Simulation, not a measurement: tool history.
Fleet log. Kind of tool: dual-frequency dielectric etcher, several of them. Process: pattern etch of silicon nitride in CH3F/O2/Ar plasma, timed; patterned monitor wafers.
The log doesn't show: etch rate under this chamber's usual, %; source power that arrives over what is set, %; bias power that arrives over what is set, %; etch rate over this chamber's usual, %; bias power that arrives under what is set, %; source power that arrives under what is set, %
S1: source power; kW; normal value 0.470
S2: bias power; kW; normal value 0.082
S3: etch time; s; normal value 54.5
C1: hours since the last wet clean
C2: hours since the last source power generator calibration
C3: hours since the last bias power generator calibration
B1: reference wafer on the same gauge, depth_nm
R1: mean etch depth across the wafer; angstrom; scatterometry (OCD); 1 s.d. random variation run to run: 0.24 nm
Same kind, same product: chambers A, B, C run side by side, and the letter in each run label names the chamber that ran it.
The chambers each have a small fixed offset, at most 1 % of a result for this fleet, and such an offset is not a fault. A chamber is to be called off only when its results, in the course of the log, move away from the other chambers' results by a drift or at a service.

| run | day | S1 | S2 | S3 | C1 | C2 | C3 | B1 | R1 |
|---|---|---|---|---|---|---|---|---|---|
| 1B | 0.175 | 0.470 | 0.082 | 54.5 | 325.6 | 3328.6 | 3690.1 | 47.451 | 421.03 |
| 2C | 0.325 | 0.470 | 0.082 | 54.5 | 271.8 | 1120.9 | 2396.5 | 47.380 | 422.28 |
| 3A | 0.533 | 0.470 | 0.082 | 54.5 | 359.8 | 1964.9 | 1784.3 | 47.337 | 425.86 |
| 4A | 0.667 | 0.470 | 0.082 | 54.5 | 363.0 | 1968.1 | 1787.5 | 47.438 | 428.77 |
|  | 0.746 | chamber B: source power generator calibrated |
| 5B | 0.838 | 0.470 | 0.082 | 54.5 | 341.5 | 2.2 | 3706.0 | 47.376 | 420.68 |
| 6C | 1.050 | 0.470 | 0.082 | 54.5 | 289.2 | 1138.3 | 2413.9 | 47.408 | 420.44 |
| 7A | 1.208 | 0.470 | 0.082 | 54.5 | 376.0 | 1981.1 | 1800.5 | 47.354 | 424.06 |
|  | 1.396 | chamber C: bias power generator calibrated |
| 8C | 1.404 | 0.360 | 0.082 | 54.5 | 297.7 | 1146.8 | 0.3 | 47.483 | 377.81 |
| 9B | 1.558 | 0.360 | 0.082 | 54.5 | 358.8 | 19.5 | 3723.3 | 47.336 | 376.26 |
| 10A | 1.729 | 0.360 | 0.082 | 54.5 | 388.5 | 1993.6 | 1813.0 | 47.389 | 383.19 |
| 11C | 1.933 | 0.470 | 0.082 | 54.5 | 310.4 | 1159.5 | 13.0 | 47.432 | 419.97 |
| 12B | 2.058 | 0.470 | 0.082 | 54.5 | 370.8 | 31.5 | 3735.3 | 47.356 | 421.97 |
| 13C | 2.262 | 0.470 | 0.082 | 54.5 | 318.3 | 1167.4 | 20.9 | 47.366 | 423.32 |
| 14B | 2.433 | 0.470 | 0.082 | 54.5 | 379.8 | 40.5 | 3744.3 | 47.401 | 421.28 |
| 15A | 2.529 | 0.470 | 0.082 | 54.5 | 407.7 | 2012.8 | 1832.2 | 47.461 | 426.71 |
| 16C | 2.742 | 0.560 | 0.082 | 69.0 | 329.8 | 1178.9 | 32.4 | 47.426 | 574.80 |
| 17B | 2.875 | 0.560 | 0.082 | 69.0 | 390.4 | 51.1 | 3754.9 | 47.411 | 573.61 |
| 18A | 2.996 | 0.560 | 0.082 | 69.0 | 418.9 | 2024.0 | 1843.4 | 47.378 | 576.75 |
| 19B | 3.121 | 0.470 | 0.082 | 54.5 | 396.3 | 57.0 | 3760.8 | 47.441 | 418.13 |
| 20C | 3.238 | 0.470 | 0.082 | 54.5 | 341.7 | 1190.8 | 44.3 | 47.414 | 423.44 |
| 21A | 3.367 | 0.470 | 0.082 | 54.5 | 427.8 | 2032.9 | 1852.3 | 47.435 | 427.62 |
| 22A | 3.512 | 0.470 | 0.082 | 54.5 | 431.3 | 2036.4 | 1855.8 | 47.460 | 425.94 |
| 23B | 3.658 | 0.470 | 0.082 | 54.5 | 409.2 | 69.9 | 3773.7 | 47.437 | 418.57 |
| 24C | 3.850 | 0.470 | 0.082 | 54.5 | 356.4 | 1205.5 | 59.0 | 47.370 | 423.46 |
| 25C | 3.954 | 0.470 | 0.082 | 54.5 | 358.9 | 1208.0 | 61.5 | 47.391 | 418.06 |

Next, every chamber runs the same settings. What will each give?
| 26A | 4.112 | 0.470 | 0.082 | 54.5 |  |  |  |  | ? |
| 26B | 4.112 | 0.470 | 0.082 | 54.5 |  |  |  |  | ? |
| 26C | 4.112 | 0.470 | 0.082 | 54.5 |  |  |  |  | ? |

| run | R1 |
|---|---|
| 26A | 422.63 |
| 26B | 420.94 |
| 26C | 422.55 |

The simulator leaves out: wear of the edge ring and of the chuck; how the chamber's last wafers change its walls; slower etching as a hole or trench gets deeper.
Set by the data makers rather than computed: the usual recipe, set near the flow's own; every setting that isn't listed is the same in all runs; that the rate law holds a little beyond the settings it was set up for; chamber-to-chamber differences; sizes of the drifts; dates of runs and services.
